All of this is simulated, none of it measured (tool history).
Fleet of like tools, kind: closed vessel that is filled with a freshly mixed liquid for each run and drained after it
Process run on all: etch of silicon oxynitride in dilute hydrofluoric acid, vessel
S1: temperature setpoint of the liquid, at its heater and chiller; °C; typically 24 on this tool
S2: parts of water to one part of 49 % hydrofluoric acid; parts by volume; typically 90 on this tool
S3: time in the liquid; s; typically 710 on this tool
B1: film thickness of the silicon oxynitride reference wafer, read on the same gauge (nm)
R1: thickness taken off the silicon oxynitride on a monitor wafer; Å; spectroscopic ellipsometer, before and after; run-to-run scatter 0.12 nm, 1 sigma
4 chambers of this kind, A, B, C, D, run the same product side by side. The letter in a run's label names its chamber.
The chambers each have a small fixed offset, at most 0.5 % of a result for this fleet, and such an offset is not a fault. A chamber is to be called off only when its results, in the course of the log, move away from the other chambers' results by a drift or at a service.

run 1D hour=11.1 | S1=24 S2=90 S3=710 | B1=39.980 | R1=366.51
run 2A hour=20.5 | S1=24 S2=90 S3=710 | B1=39.995 | R1=365.13
run 3C hour=30.0 | S1=24 S2=90 S3=710 | B1=40.030 | R1=368.41
run 4B hour=41.8 | S1=24 S2=90 S3=710 | B1=40.002 | R1=364.65
run 5A hour=50.4 | S1=24 S2=90 S3=710 | B1=39.983 | R1=364.20
run 6C hour=57.6 | S1=24 S2=90 S3=710 | B1=39.989 | R1=366.19
run 7D hour=68.5 | S1=24 S2=90 S3=710 | B1=39.993 | R1=362.47
run 8B hour=80.6 | S1=24 S2=90 S3=710 | B1=39.990 | R1=365.25
run 9A hour=90.4 | S1=24 S2=120 S3=375 | B1=39.996 | R1=141.64
run 10D hour=101.3 | S1=24 S2=120 S3=375 | B1=39.998 | R1=139.07
run 11C hour=109.0 | S1=24 S2=120 S3=375 | B1=39.971 | R1=141.42
run 12B hour=120.9 | S1=24 S2=120 S3=375 | B1=39.985 | R1=139.91
run 13B hour=127.9 | S1=24 S2=90 S3=710 | B1=39.980 | R1=365.73
run 14D hour=139.2 | S1=24 S2=90 S3=710 | B1=39.998 | R1=358.79
run 15A hour=147.5 | S1=24 S2=90 S3=710 | B1=39.986 | R1=365.19
run 16C hour=154.4 | S1=24 S2=90 S3=710 | B1=39.987 | R1=365.80
run 17A hour=160.3 | S1=24 S2=90 S3=710 | B1=40.017 | R1=367.84
run 18D hour=170.2 | S1=24 S2=90 S3=710 | B1=40.012 | R1=354.96
run 19B hour=177.3 | S1=24 S2=90 S3=710 | B1=39.993 | R1=364.82
run 20C hour=188.0 | S1=24 S2=90 S3=710 | B1=40.003 | R1=363.81
run 21B hour=197.1 | S1=24 S2=90 S3=710 | B1=40.023 | R1=366.06
run 22C hour=209.6 | S1=24 S2=90 S3=710 | B1=40.011 | R1=366.97
run 23A hour=218.6 | S1=24 S2=90 S3=710 | B1=40.005 | R1=364.40
run 24D hour=230.1 | S1=24 S2=90 S3=710 | B1=40.006 | R1=351.16

What goes on in this fleet: one chamber off, a drifting gauge, or nothing beyond the chambers' own small offsets? Name the chamber and the cause, if any.

Chamber D drifts away from the others.
Most likely cause: liquid colder than its thermometer reads (K) = 0.86.
The log may not separate it from: hydrofluoric acid flow below the setpoint (%).

Which of the 4 candidates below, each the usual settings with something changed and its results left as question marks, puts chamber D back in line with what the other chambers give on the usual settings?
A result is in line if it is within this distance of the other chambers' mean on the usual settings: R1 4.30 Å
run 25D-1 hour=239.2 | S1=24 S2=90 S3=665 | R1=?
run 25D-2 hour=239.2 | S1=24 S2=90 S3=755 | R1=?
run 25D-3 hour=239.2 | S1=24 S2=90 S3=735 | R1=?
run 25D-4 hour=239.2 | S1=24 S2=90 S3=685 | R1=?

The mean the other chambers reach with the usual settings: R1 365.15 Å
run=25D-1 R1=328.94
run=25D-2 R1=373.45
run=25D-3 R1=363.56
run=25D-4 R1=338.83
With 25D-3, the chamber falls back in line with the rest.
